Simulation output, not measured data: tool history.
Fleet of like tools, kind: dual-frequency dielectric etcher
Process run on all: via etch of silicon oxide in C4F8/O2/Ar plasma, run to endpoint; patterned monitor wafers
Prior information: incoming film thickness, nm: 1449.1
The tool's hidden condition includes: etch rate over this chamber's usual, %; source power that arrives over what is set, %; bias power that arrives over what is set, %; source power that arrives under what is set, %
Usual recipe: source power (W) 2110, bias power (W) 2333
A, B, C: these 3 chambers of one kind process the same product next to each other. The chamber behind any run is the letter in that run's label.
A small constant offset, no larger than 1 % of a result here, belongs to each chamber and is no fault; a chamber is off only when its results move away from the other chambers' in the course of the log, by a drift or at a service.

run    day  source power (W)  bias power (W)  hours since the last wet clean  hours since the last source power generator calibration  hours since the last bias power generator calibration  endpoint time (s)
 1C    0.1              2110            2333                           198.7                                                   3039.7                                                  856.8             270.44
 2B  0.279              2110            2333                            27.2                                                    429.5                                                  862.2              268.7
 3A  0.396              2110            2333                           148.8                                                     2374                                                 1291.9             264.73
 4B  0.488              2110            2333                            32.2                                                    434.5                                                  867.2              269.1
 5C  0.658              2110            2333                           212.1                                                   3053.1                                                  870.2             271.31
 6A  0.754              2110            2333                           157.4                                                   2382.6                                                 1300.5             265.37
 7B  0.912              2110            2333                            42.4                                                    444.7                                                  877.4             269.25
 8A  1.083              2110            2333                           165.3                                                   2390.5                                                 1308.4             266.64
 9C  1.221              2110            2333                           225.6                                                   3066.6                                                  883.7             269.81
10C  1.375              2110            2333                           229.3                                                   3070.3                                                  887.4             270.17
11A  1.525              2110            2333                           175.9                                                   2401.1                                                   1319              265.2
12B  1.717              2110            2333                            61.7                                                      464                                                  896.7             268.84
13A  1.858              2110            2333                           183.9                                                   2409.1                                                   1327             263.41
14B  2.042              2110            2333                            69.5                                                    471.8                                                  904.5             269.98
15C  2.167              2110            1901                           248.3                                                   3089.3                                                  906.4             285.91
16A  2.346              2110            1901                           195.6                                                   2420.8                                                 1338.7             281.05
17C  2.492              2110            1901                           256.1                                                   3097.1                                                  914.2             287.05
18B  2.583              2110            2333                            82.5                                                    484.8                                                  917.5              267.6
19B  2.779              2110            2333                            87.2                                                    489.5                                                  922.2             269.65
20A  2.896              2110            2333                           208.8                                                     2434                                                 1351.9             264.56
21C  3.008              2280            1922                           268.5                                                   3109.5                                                  926.6             277.53
22B  3.196              2280            1922                            97.2                                                    499.5                                                  932.2             275.13
23A  3.379              2280            1922                           220.4                                                   2445.6                                                 1363.5             270.17
24C  3.488              2110            2333                             280                                                     3121                                                  938.1             270.21
25C  3.621              2110            2333                           283.2                                                   3124.2                                                  941.3             270.03
26B   3.75              2110            2333                           110.5                                                    512.8                                                  945.5             269.57
27A  3.908              2110            2333                           233.1                                                   2458.3                                                 1376.2             262.24
28C  4.108              2300            2636                           294.9                                                   3135.9                                                    953             251.47
29A  4.204              2300            2636                           240.2                                                   2465.4                                                 1383.3             242.67
30B  4.388              2300            2636                           125.8                                                    528.1                                                  960.8             251.93
31A    4.5              2330            2144                           247.3                                                   2472.5                                                 1390.4             256.36
32C  4.596              2330            2144                           306.6                                                   3147.6                                                  964.7             265.77
33B  4.717              2330            2144                           133.7                                                      536                                                  968.7             264.94
34A    4.9              2110            2333                           256.9                                                   2482.1                                                   1400             260.17
35B    5.1              2110            2333                           142.9                                                    545.2                                                  977.9             269.15
36C  5.283              2110            1830                           323.1                                                   3164.1                                                  981.2             289.67
37B  5.442              2110            1830                           151.1                                                    553.4                                                  986.1             287.92
38C  5.638              2110            1830                           331.6                                                   3172.6                                                  989.7             287.93
39A  5.783              2110            2333                           278.1                                                   2503.3                                                 1421.2             257.98
40C  5.967              2110            2333                           339.5                                                   3180.5                                                  997.6             270.94

Is one chamber off against the others, does the gauge drift, or is nothing wrong? If a chamber is off, say which, and what the likeliest cause is.

One chamber, A, drifts off from the rest bit by bit.
What lies behind it: etch rate over this chamber's usual, % = 3.58.

Below are 4 candidate recipes for chamber A's next run, each the usual settings with a change, their results shown as question marks. Which of them brings A's results back in line with what the other chambers give on the usual settings?
In-line tolerance around the mean of the other chambers on the usual settings: endpoint time (s) 3.5
41A-1  6.112              2370            2333                                                                                                                                                                  ?
41A-2  6.112              2020            2261                                                                                                                                                                  ?
41A-3  6.112              2200            2405                                                                                                                                                                  ?
41A-4  6.112              2110            1943                                                                                                                                                                  ?

Other chambers, usual settings, mean: endpoint time (s) 269.31
  run  endpoint time (s)
41A-1             244.56
41A-2             263.27
41A-3             249.73
41A-4              270.4
41A-4 is the one that brings the chamber's results back in line with the other chambers.
